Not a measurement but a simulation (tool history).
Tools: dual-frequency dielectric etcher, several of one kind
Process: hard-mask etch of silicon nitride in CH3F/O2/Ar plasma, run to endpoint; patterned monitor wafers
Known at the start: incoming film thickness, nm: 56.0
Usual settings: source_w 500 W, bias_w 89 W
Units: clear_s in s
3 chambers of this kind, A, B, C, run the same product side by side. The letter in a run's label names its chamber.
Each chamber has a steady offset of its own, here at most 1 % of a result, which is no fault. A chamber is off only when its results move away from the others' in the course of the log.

run 1C day=0.267 | source_w=500 bias_w=89 | clear_s=69.205
run 2A day=0.438 | source_w=500 bias_w=89 | clear_s=69.518
run 3B day=0.812 | source_w=500 bias_w=89 | clear_s=69.253
run 4A day=1.058 | source_w=500 bias_w=89 | clear_s=68.937
run 5C day=1.308 | source_w=500 bias_w=89 | clear_s=69.002
run 6B day=1.625 | source_w=500 bias_w=89 | clear_s=69.111
run 7A day=1.983 | source_w=500 bias_w=89 | clear_s=68.845
run 8B day=2.238 | source_w=500 bias_w=89 | clear_s=69.121
run 9C day=2.554 | source_w=570 bias_w=89 | clear_s=66.603
-- day=2.767 chamber A: wet clean of the chamber
run 10A day=2.775 | source_w=570 bias_w=89 | clear_s=65.577
run 11B day=3.042 | source_w=570 bias_w=89 | clear_s=65.523
run 12C day=3.296 | source_w=500 bias_w=89 | clear_s=69.332
run 13A day=3.529 | source_w=500 bias_w=89 | clear_s=69.301
run 14C day=3.821 | source_w=500 bias_w=89 | clear_s=70.239
run 15B day=4.096 | source_w=500 bias_w=89 | clear_s=69.088
run 16B day=4.283 | source_w=500 bias_w=89 | clear_s=68.841
run 17C day=4.650 | source_w=540 bias_w=104 | clear_s=64.358
run 18A day=4.883 | source_w=540 bias_w=104 | clear_s=63.414
run 19A day=5.217 | source_w=540 bias_w=104 | clear_s=63.488
run 20B day=5.438 | source_w=400 bias_w=78 | clear_s=77.919
run 21C day=5.679 | source_w=400 bias_w=78 | clear_s=79.482
run 22B day=5.958 | source_w=400 bias_w=78 | clear_s=77.505
run 23C day=6.125 | source_w=500 bias_w=89 | clear_s=69.667
run 24A day=6.500 | source_w=500 bias_w=89 | clear_s=69.238
run 25B day=6.767 | source_w=500 bias_w=89 | clear_s=67.301
run 26C day=7.108 | source_w=500 bias_w=89 | clear_s=69.819
-- day=7.138 chamber A: source power generator calibrated
run 27A day=7.329 | source_w=500 bias_w=89 | clear_s=68.992
run 28A day=7.533 | source_w=500 bias_w=89 | clear_s=68.594
run 29C day=7.908 | source_w=500 bias_w=89 | clear_s=69.973
run 30B day=8.096 | source_w=500 bias_w=89 | clear_s=66.986
run 31A day=8.371 | source_w=500 bias_w=89 | clear_s=69.287
-- day=8.454 chamber C: bias power generator calibrated
-- day=8.608 chamber C: wet clean of the chamber
run 32B day=8.729 | source_w=500 bias_w=89 | clear_s=66.706
run 33C day=9.096 | source_w=500 bias_w=89 | clear_s=69.267

Is one chamber off against the others, does the gauge drift, or is nothing wrong? If a chamber is off, say which, and what the likeliest cause is.

Chamber B drifts away from the others.
Cause: etch rate over this chamber's usual, % = 3.36.

Here are 4 candidates for chamber B's next run, each the usual settings with a change, their results left as question marks. Which one brings its results back in line with what the others give on the usual settings?
In line means no further than this from the other chambers' mean on the usual settings: clear_s 0.950 s
run 34B-1 day=9.367 | source_w=500 bias_w=79 | clear_s=?
run 34B-2 day=9.367 | source_w=520 bias_w=89 | clear_s=?
run 34B-3 day=9.367 | source_w=500 bias_w=99 | clear_s=?
run 34B-4 day=9.367 | source_w=500 bias_w=86 | clear_s=?

The other chambers' mean on the usual settings: clear_s 69.235 s
run=34B-1 clear_s=69.534
run=34B-2 clear_s=65.764
run=34B-3 clear_s=64.263
run=34B-4 clear_s=67.532
34B-1 brings the chamber back in line.
